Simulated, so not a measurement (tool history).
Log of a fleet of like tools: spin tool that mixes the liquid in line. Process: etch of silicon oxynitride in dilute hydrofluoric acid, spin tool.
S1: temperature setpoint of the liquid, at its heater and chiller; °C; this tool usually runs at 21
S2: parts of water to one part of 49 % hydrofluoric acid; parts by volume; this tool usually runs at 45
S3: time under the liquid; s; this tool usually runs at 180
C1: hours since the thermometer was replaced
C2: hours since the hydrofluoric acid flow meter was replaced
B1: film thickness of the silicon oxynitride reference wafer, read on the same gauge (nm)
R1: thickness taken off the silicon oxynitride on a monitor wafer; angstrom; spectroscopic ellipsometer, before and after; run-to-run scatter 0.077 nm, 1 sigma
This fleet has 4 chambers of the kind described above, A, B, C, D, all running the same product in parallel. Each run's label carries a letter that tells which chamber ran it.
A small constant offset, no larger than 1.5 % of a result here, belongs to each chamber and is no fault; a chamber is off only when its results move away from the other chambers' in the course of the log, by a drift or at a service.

Run 1C, hour 2.2: usual settings; C1 2003.9; C2 313.6; B1 120.00. Result: R1 105.160 angstrom.
Run 2D, hour 4.8: usual settings; C1 1174.3; C2 1522.7; B1 120.00. Result: R1 103.900 angstrom.
Run 3B, hour 8.0: usual settings; C1 302.3; C2 10.6; B1 120.02. Result: R1 106.100 angstrom.
At hour 9.3: chamber D: hydrofluoric acid flow meter replaced.
Run 4A, hour 11.3: usual settings; C1 1243.3; C2 517.3; B1 120.01. Result: R1 106.350 angstrom.
Run 5C, hour 15.1: usual settings; C1 2016.8; C2 326.5; B1 119.95. Result: R1 106.590 angstrom.
Run 6A, hour 18.0: usual settings; C1 1250.0; C2 524.0; B1 119.99. Result: R1 106.660 angstrom.
Run 7B, hour 20.1: usual settings but S1 19 °C; C1 314.4; C2 22.7; B1 119.99. Result: R1 94.382 angstrom.
At hour 20.7: chamber A: hydrofluoric acid flow meter replaced.
Run 8D, hour 24.2: usual settings but S1 19 °C; C1 1193.7; C2 15.0; B1 120.00. Result: R1 94.977 angstrom.
Run 9D, hour 28.5: usual settings but S1 19 °C; C1 1198.0; C2 19.3; B1 120.01. Result: R1 95.442 angstrom.
Run 10C, hour 32.4: usual settings but S1 19 °C; C1 2034.1; C2 343.8; B1 119.99. Result: R1 96.404 angstrom.
Run 11B, hour 36.5: usual settings; C1 330.8; C2 39.1; B1 120.01. Result: R1 103.980 angstrom.
Run 12A, hour 41.0: usual settings; C1 1273.0; C2 20.3; B1 120.00. Result: R1 106.390 angstrom.
Run 13C, hour 43.8: usual settings; C1 2045.5; C2 355.2; B1 119.97. Result: R1 105.320 angstrom.
Run 14D, hour 46.5: usual settings; C1 1216.0; C2 37.3; B1 119.99. Result: R1 105.740 angstrom.
Run 15B, hour 49.4: usual settings but S2 55 parts by volume; C1 343.7; C2 52.0; B1 120.01. Result: R1 84.301 angstrom.
Run 16A, hour 51.8: usual settings but S2 55 parts by volume; C1 1283.8; C2 31.1; B1 119.98. Result: R1 86.587 angstrom.
Run 17A, hour 54.3: usual settings but S2 55 parts by volume; C1 1286.3; C2 33.6; B1 120.00. Result: R1 87.421 angstrom.
Run 18D, hour 58.0: usual settings but S2 55 parts by volume; C1 1227.5; C2 48.8; B1 120.01. Result: R1 85.112 angstrom.
Run 19B, hour 60.0: usual settings; C1 354.3; C2 62.6; B1 119.97. Result: R1 101.890 angstrom.
Run 20C, hour 63.2: usual settings; C1 2064.9; C2 374.6; B1 120.00. Result: R1 104.690 angstrom.
Run 21D, hour 67.3: usual settings but S1 23 °C; C1 1236.8; C2 58.1; B1 119.99. Result: R1 115.180 angstrom.
Run 22A, hour 70.1: usual settings but S1 23 °C; C1 1302.1; C2 49.4; B1 119.99. Result: R1 117.560 angstrom.
Run 23C, hour 72.6: usual settings but S1 23 °C; C1 2074.3; C2 384.0; B1 120.00. Result: R1 116.590 angstrom.
Run 24B, hour 77.0: usual settings but S1 23 °C; C1 371.3; C2 79.6; B1 119.99. Result: R1 110.520 angstrom.
Run 25A, hour 81.1: usual settings; C1 1313.1; C2 60.4; B1 119.99. Result: R1 106.130 angstrom.
Run 26B, hour 85.4: usual settings; C1 379.7; C2 88.0; B1 120.01. Result: R1 99.728 angstrom.
Run 27D, hour 89.1: usual settings; C1 1258.6; C2 79.9; B1 119.98. Result: R1 105.270 angstrom.
Run 28C, hour 91.6: usual settings; C1 2093.3; C2 403.0; B1 120.01. Result: R1 105.940 angstrom.
Run 29C, hour 95.9: usual settings; C1 2097.6; C2 407.3; B1 119.96. Result: R1 105.680 angstrom.
Run 30A, hour 98.0: usual settings; C1 1330.0; C2 77.3; B1 120.00. Result: R1 106.520 angstrom.
Run 31B, hour 100.8: usual settings; C1 395.1; C2 103.4; B1 120.01. Result: R1 99.281 angstrom.
Run 32D, hour 103.3: usual settings; C1 1272.8; C2 94.1; B1 120.02. Result: R1 104.990 angstrom.
Run 33D, hour 106.7: usual settings; C1 1276.2; C2 97.5; B1 120.00. Result: R1 104.390 angstrom.
Run 34A, hour 110.4: usual settings; C1 1342.4; C2 89.7; B1 119.98. Result: R1 105.970 angstrom.
Run 35B, hour 113.8: usual settings; C1 408.1; C2 116.4; B1 119.98. Result: R1 98.897 angstrom.
Run 36C, hour 117.7: usual settings; C1 2119.4; C2 429.1; B1 119.99. Result: R1 105.500 angstrom.
Run 37C, hour 120.6: usual settings but S3 120 s; C1 2122.3; C2 432.0; B1 120.03. Result: R1 71.445 angstrom.
Run 38D, hour 123.9: usual settings but S3 120 s; C1 1293.4; C2 114.7; B1 120.00. Result: R1 70.144 angstrom.
Run 39B, hour 127.6: usual settings but S3 120 s; C1 421.9; C2 130.2; B1 119.98. Result: R1 65.495 angstrom.
Run 40A, hour 130.2: usual settings but S3 120 s; C1 1362.2; C2 109.5; B1 120.00. Result: R1 70.259 angstrom.
Run 41D, hour 133.3: usual settings; C1 1302.8; C2 124.1; B1 120.00. Result: R1 105.900 angstrom.
Run 42A, hour 137.7: usual settings; C1 1369.7; C2 117.0; B1 120.01. Result: R1 105.930 angstrom.
Run 43B, hour 142.2: usual settings; C1 436.5; C2 144.8; B1 119.99. Result: R1 96.468 angstrom.
Run 44C, hour 146.5: usual settings; C1 2148.2; C2 457.9; B1 119.99. Result: R1 105.750 angstrom.

Predict what each chamber gives when all 4 of them run the settings below next.
Run 45A, hour 149.8: usual settings but S2 60 parts by volume. Result: R1 ?.
Run 45B, hour 149.8: usual settings but S2 60 parts by volume. Result: R1 ?.
Run 45C, hour 149.8: usual settings but S2 60 parts by volume. Result: R1 ?.
Run 45D, hour 149.8: usual settings but S2 60 parts by volume. Result: R1 ?.

run      R1
45A  78.237
45B  71.422
45C  78.442
45D  78.840
